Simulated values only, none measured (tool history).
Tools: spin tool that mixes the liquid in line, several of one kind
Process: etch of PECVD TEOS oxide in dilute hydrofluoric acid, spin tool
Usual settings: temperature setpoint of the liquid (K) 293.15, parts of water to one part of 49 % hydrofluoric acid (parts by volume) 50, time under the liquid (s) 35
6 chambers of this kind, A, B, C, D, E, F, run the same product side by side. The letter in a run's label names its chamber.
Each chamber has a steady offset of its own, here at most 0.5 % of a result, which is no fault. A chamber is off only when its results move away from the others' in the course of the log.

run     day  temperature setpoint of the liquid (K)  parts of water to one part of 49 % hydrofluoric acid (parts by volume)  time under the liquid (s)  read-back film thickness of the PECVD TEOS oxide reference wafer, read on the same gauge (nm)  thickness taken off the PECVD TEOS oxide on a monitor wafer (angstrom)
 1F   0.379                                  293.15                                                                      50                         35                                                                                         59.981                                                                  54.437
 2D   0.800                                  293.15                                                                      50                         35                                                                                         60.010                                                                  54.412
 3C   1.150                                  293.15                                                                      50                         35                                                                                         60.011                                                                  53.514
 4A   1.629                                  293.15                                                                      50                         35                                                                                         59.993                                                                  53.576
 5E   2.133                                  293.15                                                                      50                         25                                                                                         59.992                                                                  38.771
 6B   2.525                                  293.15                                                                      50                         25                                                                                         60.005                                                                  38.294
      2.867  -- chamber A: hydrofluoric acid flow meter replaced
 7C   2.971                                  293.15                                                                      50                         25                                                                                         60.010                                                                  38.709
 8F   3.383                                  293.15                                                                      50                         25                                                                                         59.982                                                                  38.611
 9E   3.796                                  293.15                                                                      50                         25                                                                                         59.966                                                                  38.199
10D   4.333                                  293.15                                                                      50                         25                                                                                         60.003                                                                  38.400
11A   4.871                                  293.15                                                                      50                         35                                                                                         60.003                                                                  53.979
12B   5.308                                  293.15                                                                      50                         35                                                                                         60.001                                                                  53.726
13C   5.792                                  293.15                                                                      50                         35                                                                                         59.986                                                                  53.424
      6.092  -- chamber A: thermometer replaced
14D   6.283                                  293.15                                                                      50                         35                                                                                         60.021                                                                  53.990
15B   6.704                                  293.15                                                                      50                         35                                                                                         59.968                                                                  53.744
16E   6.971                                  293.15                                                                      50                         35                                                                                         59.971                                                                  53.941
17F   7.308                                  293.15                                                                      50                         35                                                                                         59.969                                                                  53.254
18A   7.754                                  293.15                                                                      50                         35                                                                                         59.982                                                                  53.482
      8.096  -- chamber F: hydrofluoric acid flow meter replaced
19A   8.304                                  293.15                                                                      50                         35                                                                                         60.020                                                                  53.478
20C   8.725                                  293.15                                                                      50                         35                                                                                         59.989                                                                  53.963
21F   9.158                                  293.15                                                                      50                         35                                                                                         59.981                                                                  53.452
22D   9.425                                  293.15                                                                      50                         35                                                                                         59.998                                                                  53.217
23B   9.754                                  293.15                                                                      50                         35                                                                                         60.039                                                                  53.257
24E  10.254                                  293.15                                                                      50                         35                                                                                         60.014                                                                  53.969
25D  10.592                                  293.15                                                                      50                         35                                                                                         59.956                                                                  53.588
26C  11.000                                  293.15                                                                      50                         35                                                                                         60.017                                                                  53.928
27B  11.496                                  293.15                                                                      50                         35                                                                                         60.000                                                                  52.029
28E  11.996                                  293.15                                                                      50                         35                                                                                         59.976                                                                  54.004
29F  12.521                                  293.15                                                                      50                         35                                                                                         59.967                                                                  53.679
30A  13.054                                  293.15                                                                      50                         35                                                                                         60.011                                                                  53.502
31C  13.571                                  293.15                                                                      50                         35                                                                                         59.974                                                                  53.438
32D  13.917                                  293.15                                                                      50                         50                                                                                         59.993                                                                  77.491
33A  14.288                                  293.15                                                                      50                         50                                                                                         60.034                                                                  76.816
34B  14.758                                  293.15                                                                      50                         50                                                                                         60.005                                                                  73.021
35F  15.183                                  293.15                                                                      50                         50                                                                                         59.996                                                                  77.066
36E  15.508                                  293.15                                                                      50                         50                                                                                         59.943                                                                  77.217
37E  15.871                                  293.15                                                                      50                         50                                                                                         59.989                                                                  76.450
38A  16.388                                  293.15                                                                      50                         35                                                                                         60.005                                                                  53.408
39B  16.833                                  293.15                                                                      50                         35                                                                                         60.010                                                                  50.334

Is one chamber off against the others, does the gauge drift, or is nothing wrong? If a chamber is off, say which, and what the likeliest cause is.

Chamber B drifts away from the others.
Cause: hydrofluoric acid flow below the setpoint (%) = 6.93.
The log may not tell that from: liquid colder than its thermometer reads (K).

Here are 4 candidates for chamber B's next run, each the usual settings with a change, their results left as question marks. Which one brings its results back in line with what the others give on the usual settings?
In line means no further than this from the other chambers' mean on the usual settings: thickness taken off the PECVD TEOS oxide on a monitor wafer (angstrom) 1.400
40B-1  17.229                                  293.15                                                                      45                         35                                                                                                                                                                      ?
40B-2  17.229                                  295.15                                                                      50                         35                                                                                                                                                                      ?
40B-3  17.229                                  291.65                                                                      50                         35                                                                                                                                                                      ?
40B-4  17.229                                  290.15                                                                      50                         35                                                                                                                                                                      ?

The other chambers' mean on the usual settings: thickness taken off the PECVD TEOS oxide on a monitor wafer (angstrom) 53.835
  run  thickness taken off the PECVD TEOS oxide on a monitor wafer (angstrom)
40B-1                                                                  55.920
40B-2                                                                  54.274
40B-3                                                                  46.848
40B-4                                                                  43.914
40B-2 brings the chamber back in line.
